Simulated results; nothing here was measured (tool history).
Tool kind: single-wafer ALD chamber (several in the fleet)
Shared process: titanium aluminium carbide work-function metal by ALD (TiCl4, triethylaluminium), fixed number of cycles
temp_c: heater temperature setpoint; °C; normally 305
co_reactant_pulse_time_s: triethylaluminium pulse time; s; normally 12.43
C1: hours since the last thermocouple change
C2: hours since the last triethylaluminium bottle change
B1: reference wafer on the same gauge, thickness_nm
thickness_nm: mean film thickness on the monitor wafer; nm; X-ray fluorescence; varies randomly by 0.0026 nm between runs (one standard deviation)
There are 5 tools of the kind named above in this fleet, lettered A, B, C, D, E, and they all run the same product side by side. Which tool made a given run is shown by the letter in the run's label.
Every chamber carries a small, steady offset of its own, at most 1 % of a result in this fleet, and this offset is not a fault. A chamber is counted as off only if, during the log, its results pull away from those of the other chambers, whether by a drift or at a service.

run 1C hour=6.6 | temp_c=305 co_reactant_pulse_time_s=12.43 | C1=520.1 C2=789.5 | B1=1.8896 | thickness_nm=2.0859
run 2E hour=13.4 | temp_c=305 co_reactant_pulse_time_s=12.43 | C1=439.6 C2=390.9 | B1=1.8889 | thickness_nm=2.0827
run 3A hour=20 | temp_c=305 co_reactant_pulse_time_s=12.43 | C1=612.4 C2=395.5 | B1=1.8896 | thickness_nm=2.0751
run 4B hour=24.4 | temp_c=305 co_reactant_pulse_time_s=12.43 | C1=911 C2=93.5 | B1=1.8885 | thickness_nm=2.0952
run 5D hour=29.2 | temp_c=305 co_reactant_pulse_time_s=12.43 | C1=1879.3 C2=1477.5 | B1=1.8889 | thickness_nm=2.0729
run 6B hour=35.6 | temp_c=305 co_reactant_pulse_time_s=12.43 | C1=922.2 C2=104.7 | B1=1.8885 | thickness_nm=2.0941
run 7A hour=40.5 | temp_c=305 co_reactant_pulse_time_s=12.43 | C1=632.9 C2=416 | B1=1.8885 | thickness_nm=2.0767
run 8C hour=45.3 | temp_c=305 co_reactant_pulse_time_s=12.43 | C1=558.8 C2=828.2 | B1=1.8878 | thickness_nm=2.0857
run 9E hour=51.6 | temp_c=295 co_reactant_pulse_time_s=16.43 | C1=477.8 C2=429.1 | B1=1.8885 | thickness_nm=2.0108
run 10D hour=58.8 | temp_c=295 co_reactant_pulse_time_s=16.43 | C1=1908.9 C2=1507.1 | B1=1.8874 | thickness_nm=2.0029
run 11B hour=63 | temp_c=295 co_reactant_pulse_time_s=16.43 | C1=949.6 C2=132.1 | B1=1.8866 | thickness_nm=2.0266
run 12E hour=70.4 | temp_c=295 co_reactant_pulse_time_s=16.43 | C1=496.6 C2=447.9 | B1=1.8868 | thickness_nm=2.0138
run 13A hour=77.6 | temp_c=295 co_reactant_pulse_time_s=16.43 | C1=670 C2=453.1 | B1=1.8867 | thickness_nm=2.0062
run 14D hour=82.6 | temp_c=305 co_reactant_pulse_time_s=12.43 | C1=1932.7 C2=1530.9 | B1=1.8863 | thickness_nm=2.0664
run 15C hour=86.8 | temp_c=305 co_reactant_pulse_time_s=12.43 | C1=600.3 C2=869.7 | B1=1.8863 | thickness_nm=2.0851
run 16C hour=93.3 | temp_c=305 co_reactant_pulse_time_s=12.43 | C1=606.8 C2=876.2 | B1=1.8858 | thickness_nm=2.0876
-- hour=95.8 chamber C: triethylaluminium bottle replaced
run 17A hour=97.8 | temp_c=305 co_reactant_pulse_time_s=12.43 | C1=690.2 C2=473.3 | B1=1.8863 | thickness_nm=2.0717
run 18E hour=102.5 | temp_c=305 co_reactant_pulse_time_s=12.43 | C1=528.7 C2=480 | B1=1.886 | thickness_nm=2.0793
run 19B hour=106.7 | temp_c=305 co_reactant_pulse_time_s=12.43 | C1=993.3 C2=175.8 | B1=1.8859 | thickness_nm=2.0951
run 20D hour=113.7 | temp_c=315 co_reactant_pulse_time_s=16.84 | C1=1963.8 C2=1562 | B1=1.8851 | thickness_nm=2.1803
run 21D hour=117.6 | temp_c=315 co_reactant_pulse_time_s=16.84 | C1=1967.7 C2=1565.9 | B1=1.8847 | thickness_nm=2.1795
run 22B hour=122.6 | temp_c=315 co_reactant_pulse_time_s=16.84 | C1=1009.2 C2=191.7 | B1=1.8847 | thickness_nm=2.2012
run 23A hour=127.9 | temp_c=315 co_reactant_pulse_time_s=16.84 | C1=720.3 C2=503.4 | B1=1.8845 | thickness_nm=2.1871
run 24E hour=134.8 | temp_c=315 co_reactant_pulse_time_s=16.84 | C1=561 C2=512.3 | B1=1.8844 | thickness_nm=2.191
run 25C hour=138.6 | temp_c=305 co_reactant_pulse_time_s=12.43 | C1=652.1 C2=42.9 | B1=1.8843 | thickness_nm=2.0857
run 26E hour=145.3 | temp_c=305 co_reactant_pulse_time_s=12.43 | C1=571.5 C2=522.8 | B1=1.8842 | thickness_nm=2.0769
run 27D hour=149.3 | temp_c=305 co_reactant_pulse_time_s=12.43 | C1=1999.4 C2=1597.6 | B1=1.8842 | thickness_nm=2.067
-- hour=149.4 chamber A: triethylaluminium bottle replaced
run 28C hour=153.7 | temp_c=305 co_reactant_pulse_time_s=12.43 | C1=667.2 C2=58 | B1=1.8834 | thickness_nm=2.0854
run 29B hour=160 | temp_c=305 co_reactant_pulse_time_s=12.43 | C1=1046.6 C2=229.1 | B1=1.8832 | thickness_nm=2.0849
run 30A hour=165.1 | temp_c=305 co_reactant_pulse_time_s=12.43 | C1=757.5 C2=15.8 | B1=1.8826 | thickness_nm=2.0714
run 31B hour=169.2 | temp_c=293 co_reactant_pulse_time_s=9.31 | C1=1055.8 C2=238.3 | B1=1.8831 | thickness_nm=1.9368
run 32C hour=174.5 | temp_c=293 co_reactant_pulse_time_s=9.31 | C1=688 C2=78.8 | B1=1.8837 | thickness_nm=1.9211
run 33E hour=180.5 | temp_c=293 co_reactant_pulse_time_s=9.31 | C1=606.7 C2=558 | B1=1.8829 | thickness_nm=1.9143
run 34D hour=185.9 | temp_c=293 co_reactant_pulse_time_s=9.31 | C1=2036 C2=1634.2 | B1=1.8832 | thickness_nm=1.9018
run 35A hour=190.6 | temp_c=293 co_reactant_pulse_time_s=9.31 | C1=783 C2=41.3 | B1=1.8823 | thickness_nm=1.9075
run 36A hour=194.6 | temp_c=305 co_reactant_pulse_time_s=12.43 | C1=787 C2=45.3 | B1=1.8815 | thickness_nm=2.068
run 37D hour=200.6 | temp_c=305 co_reactant_pulse_time_s=12.43 | C1=2050.7 C2=1648.9 | B1=1.8821 | thickness_nm=2.065
run 38C hour=204.5 | temp_c=316 co_reactant_pulse_time_s=14.9 | C1=718 C2=108.8 | B1=1.8813 | thickness_nm=2.1972
run 39B hour=211.9 | temp_c=316 co_reactant_pulse_time_s=14.9 | C1=1098.5 C2=281 | B1=1.882 | thickness_nm=2.2019
run 40E hour=216.3 | temp_c=316 co_reactant_pulse_time_s=14.9 | C1=642.5 C2=593.8 | B1=1.8808 | thickness_nm=2.1909
run 41A hour=219.7 | temp_c=316 co_reactant_pulse_time_s=14.9 | C1=812.1 C2=70.4 | B1=1.8807 | thickness_nm=2.183
run 42E hour=225.7 | temp_c=316 co_reactant_pulse_time_s=14.9 | C1=651.9 C2=603.2 | B1=1.8803 | thickness_nm=2.1955
run 43D hour=231.5 | temp_c=305 co_reactant_pulse_time_s=12.43 | C1=2081.6 C2=1679.8 | B1=1.881 | thickness_nm=2.0639
run 44C hour=235.7 | temp_c=305 co_reactant_pulse_time_s=12.43 | C1=749.2 C2=140 | B1=1.8801 | thickness_nm=2.0776

All 5 chambers run these settings next. Forecast each chamber's results:
run 45A hour=241 | temp_c=305 co_reactant_pulse_time_s=12.43 | thickness_nm=?
run 45B hour=241 | temp_c=305 co_reactant_pulse_time_s=12.43 | thickness_nm=?
run 45C hour=241 | temp_c=305 co_reactant_pulse_time_s=12.43 | thickness_nm=?
run 45D hour=241 | temp_c=305 co_reactant_pulse_time_s=12.43 | thickness_nm=?
run 45E hour=241 | temp_c=305 co_reactant_pulse_time_s=12.43 | thickness_nm=?

run=45A thickness_nm=2.0678
run=45B thickness_nm=2.0867
run=45C thickness_nm=2.0774
run=45D thickness_nm=2.0617
run=45E thickness_nm=2.0696
